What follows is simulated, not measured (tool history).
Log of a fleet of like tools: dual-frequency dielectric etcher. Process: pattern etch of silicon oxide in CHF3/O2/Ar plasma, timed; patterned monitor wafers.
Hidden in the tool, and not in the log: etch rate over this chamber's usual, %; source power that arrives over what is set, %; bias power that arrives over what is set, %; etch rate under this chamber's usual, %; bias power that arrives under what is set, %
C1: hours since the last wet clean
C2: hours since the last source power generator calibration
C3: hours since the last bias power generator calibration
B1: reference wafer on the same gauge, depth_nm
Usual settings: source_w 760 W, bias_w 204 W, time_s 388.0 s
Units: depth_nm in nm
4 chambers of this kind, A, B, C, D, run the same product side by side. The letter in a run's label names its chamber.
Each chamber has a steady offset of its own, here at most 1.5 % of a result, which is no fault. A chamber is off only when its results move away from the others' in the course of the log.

run 1C hour=5.1 | source_w=760 bias_w=204 time_s=388.0 | C1=319.8 C2=54.2 C3=1619.5 | B1=1037.9 | depth_nm=877.01
-- hour=10.9 chamber C: wet clean of the chamber
run 2D hour=12.4 | source_w=760 bias_w=204 time_s=388.0 | C1=133.5 C2=2635.8 C3=614.9 | B1=1037.3 | depth_nm=876.42
run 3B hour=17.5 | source_w=760 bias_w=204 time_s=388.0 | C1=352.1 C2=2233.8 C3=2609.3 | B1=1037.5 | depth_nm=873.55
run 4A hour=21.9 | source_w=760 bias_w=204 time_s=388.0 | C1=263.0 C2=92.3 C3=392.2 | B1=1036.8 | depth_nm=863.21
run 5B hour=28.2 | source_w=760 bias_w=204 time_s=388.0 | C1=362.8 C2=2244.5 C3=2620.0 | B1=1036.4 | depth_nm=872.27
run 6D hour=32.8 | source_w=760 bias_w=204 time_s=388.0 | C1=153.9 C2=2656.2 C3=635.3 | B1=1037.0 | depth_nm=874.95
run 7A hour=39.1 | source_w=760 bias_w=204 time_s=388.0 | C1=280.2 C2=109.5 C3=409.4 | B1=1036.3 | depth_nm=863.49
run 8C hour=46.6 | source_w=760 bias_w=204 time_s=388.0 | C1=35.7 C2=95.7 C3=1661.0 | B1=1036.0 | depth_nm=877.71
run 9B hour=50.9 | source_w=760 bias_w=204 time_s=388.0 | C1=385.5 C2=2267.2 C3=2642.7 | B1=1035.8 | depth_nm=871.50
run 10D hour=54.8 | source_w=610 bias_w=204 time_s=439.0 | C1=175.9 C2=2678.2 C3=657.3 | B1=1035.6 | depth_nm=909.83
run 11C hour=62.9 | source_w=610 bias_w=204 time_s=439.0 | C1=52.0 C2=112.0 C3=1677.3 | B1=1035.1 | depth_nm=908.89
run 12A hour=66.5 | source_w=610 bias_w=204 time_s=439.0 | C1=307.6 C2=136.9 C3=436.8 | B1=1035.7 | depth_nm=899.38
run 13D hour=73.8 | source_w=610 bias_w=204 time_s=439.0 | C1=194.9 C2=2697.2 C3=676.3 | B1=1035.1 | depth_nm=909.26
run 14C hour=78.2 | source_w=760 bias_w=204 time_s=388.0 | C1=67.3 C2=127.3 C3=1692.6 | B1=1034.7 | depth_nm=876.58
run 15A hour=83.8 | source_w=760 bias_w=204 time_s=388.0 | C1=324.9 C2=154.2 C3=454.1 | B1=1034.4 | depth_nm=865.11
run 16B hour=89.8 | source_w=760 bias_w=204 time_s=388.0 | C1=424.4 C2=2306.1 C3=2681.6 | B1=1034.8 | depth_nm=869.73
-- hour=93.1 chamber A: wet clean of the chamber
run 17A hour=96.8 | source_w=760 bias_w=204 time_s=388.0 | C1=3.8 C2=167.2 C3=467.1 | B1=1033.8 | depth_nm=862.19
-- hour=102.0 chamber B: wet clean of the chamber
run 18B hour=104.1 | source_w=760 bias_w=204 time_s=388.0 | C1=2.2 C2=2320.4 C3=2695.9 | B1=1034.2 | depth_nm=868.96
run 19D hour=111.6 | source_w=920 bias_w=204 time_s=301.5 | C1=232.7 C2=2735.0 C3=714.1 | B1=1033.8 | depth_nm=729.73
-- hour=114.3 chamber D: source power generator calibrated
run 20C hour=116.5 | source_w=920 bias_w=204 time_s=301.5 | C1=105.6 C2=165.6 C3=1730.9 | B1=1033.3 | depth_nm=731.55
run 21B hour=123.4 | source_w=920 bias_w=204 time_s=301.5 | C1=21.5 C2=2339.7 C3=2715.2 | B1=1032.5 | depth_nm=727.40
run 22C hour=130.6 | source_w=920 bias_w=204 time_s=301.5 | C1=119.7 C2=179.7 C3=1745.0 | B1=1032.0 | depth_nm=730.58
run 23D hour=136.2 | source_w=760 bias_w=204 time_s=388.0 | C1=257.3 C2=21.9 C3=738.7 | B1=1032.6 | depth_nm=872.85
run 24A hour=140.6 | source_w=760 bias_w=204 time_s=388.0 | C1=47.6 C2=211.0 C3=510.9 | B1=1031.8 | depth_nm=861.50
run 25B hour=148.7 | source_w=760 bias_w=204 time_s=388.0 | C1=46.8 C2=2365.0 C3=2740.5 | B1=1031.8 | depth_nm=870.08
run 26A hour=155.3 | source_w=760 bias_w=250 time_s=284.0 | C1=62.3 C2=225.7 C3=525.6 | B1=1031.7 | depth_nm=674.34
run 27D hour=162.2 | source_w=760 bias_w=250 time_s=284.0 | C1=283.3 C2=47.9 C3=764.7 | B1=1030.9 | depth_nm=685.64
run 28C hour=166.4 | source_w=760 bias_w=250 time_s=284.0 | C1=155.5 C2=215.5 C3=1780.8 | B1=1031.0 | depth_nm=684.13
run 29A hour=172.8 | source_w=760 bias_w=250 time_s=284.0 | C1=79.8 C2=243.2 C3=543.1 | B1=1030.8 | depth_nm=676.00

Next, every chamber runs the same settings. What will each give?
run 30A hour=178.6 | source_w=760 bias_w=172 time_s=388.0 | depth_nm=?
run 30B hour=178.6 | source_w=760 bias_w=172 time_s=388.0 | depth_nm=?
run 30C hour=178.6 | source_w=760 bias_w=172 time_s=388.0 | depth_nm=?
run 30D hour=178.6 | source_w=760 bias_w=172 time_s=388.0 | depth_nm=?

run=30A depth_nm=810.85
run=30B depth_nm=820.97
run=30C depth_nm=826.76
run=30D depth_nm=821.74
